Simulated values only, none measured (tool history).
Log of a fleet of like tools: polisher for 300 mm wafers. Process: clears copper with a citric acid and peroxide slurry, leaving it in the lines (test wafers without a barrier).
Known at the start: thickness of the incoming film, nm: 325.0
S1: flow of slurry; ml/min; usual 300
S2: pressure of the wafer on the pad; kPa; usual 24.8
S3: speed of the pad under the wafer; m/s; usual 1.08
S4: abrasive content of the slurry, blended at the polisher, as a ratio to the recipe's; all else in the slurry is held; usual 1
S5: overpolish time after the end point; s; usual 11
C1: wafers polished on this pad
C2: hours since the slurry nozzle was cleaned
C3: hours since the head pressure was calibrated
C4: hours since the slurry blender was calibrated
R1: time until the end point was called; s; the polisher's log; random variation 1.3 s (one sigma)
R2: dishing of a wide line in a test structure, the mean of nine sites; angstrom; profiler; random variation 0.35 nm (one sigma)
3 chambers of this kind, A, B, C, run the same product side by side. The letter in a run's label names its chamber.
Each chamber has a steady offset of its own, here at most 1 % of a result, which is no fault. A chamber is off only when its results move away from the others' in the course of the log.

run,hour,S1,S2,S3,S4,S5,C1,C2,C3,C4,R1,R2
1A,3.8,300,24.8,1.08,1,11,599,323.3,518.8,64.3,96.832,262.04
2B,10.5,300,24.8,1.08,1,11,409,93.3,590.5,241.3,95.091,268.88
3C,18.3,300,24.8,1.08,1,11,552,71.4,507.2,331,97.157,271.85
4C,25.4,300,24.8,1.08,1,11,599,78.5,514.3,338.1,97.849,272.52
5B,32.3,300,24.8,1.08,1,11,556,115.1,612.3,263.1,96.586,263.19
6A,39.7,300,24.8,1.08,1,11,841,359.2,554.7,100.2,96.741,272.95
7A,46.3,300,24.8,1.08,1,11,886,365.8,561.3,106.8,93.997,271.16
8B,51.2,300,24.8,1.08,1,11,684,134,631.2,282,95.392,265.67
9C,57.8,300,24.8,1.08,1,11,818,110.9,546.7,370.5,96.315,272.23
10A,65.1,300,24.8,1.08,1,11,1012,384.6,580.1,125.6,96.956,274.48
# hour 65.7: chamber A: worn pad replaced by a new one
# hour 67.9: chamber C: worn pad replaced by a new one
11C,70.6,300,24.8,1.08,1,11,18,123.7,559.5,383.3,97.091,273.48
12B,74.6,300,24.8,1.08,1,11,841,157.4,654.6,305.4,95.027,267.34
13C,82.5,260,29,1.08,1,11,98,135.6,571.4,395.2,82.188,314.98
14B,89.4,260,29,1.08,1,11,941,172.2,669.4,320.2,83.658,310.81
15A,93.5,260,29,1.08,1,11,187,413,608.5,154,84.893,305.6
16B,101.3,300,24.8,1.08,1,11,1021,184.1,681.3,332.1,97.212,270.1
17A,106.6,300,24.8,1.08,1,11,275,426.1,621.6,167.1,98.248,272.61
18C,112.4,300,24.8,1.08,1,11,300,165.5,601.3,425.1,93.747,275.01
19B,117.1,300,24.8,1.08,1,11,1127,199.9,697.1,347.9,96.442,264
20C,124.9,300,24.8,1.08,1,11,384,178,613.8,437.6,90.635,283.46
21A,128.9,300,24.8,1.08,1,17,426,448.4,643.9,189.4,99.373,399.39
22A,136.4,300,24.8,1.08,1,17,476,455.9,651.4,196.9,96.512,401.74
23C,140.1,300,24.8,1.08,1,17,486,193.2,629,452.8,90.914,431.13

All 3 chambers run these settings next. Forecast each chamber's results:
24A,145.8,300,24.8,1.08,1,17,,,,,?,?
24B,145.8,300,24.8,1.08,1,17,,,,,?,?
24C,145.8,300,24.8,1.08,1,17,,,,,?,?

run,R1,R2
24A,98.563,403.35
24B,98.845,395.08
24C,91.061,426.14
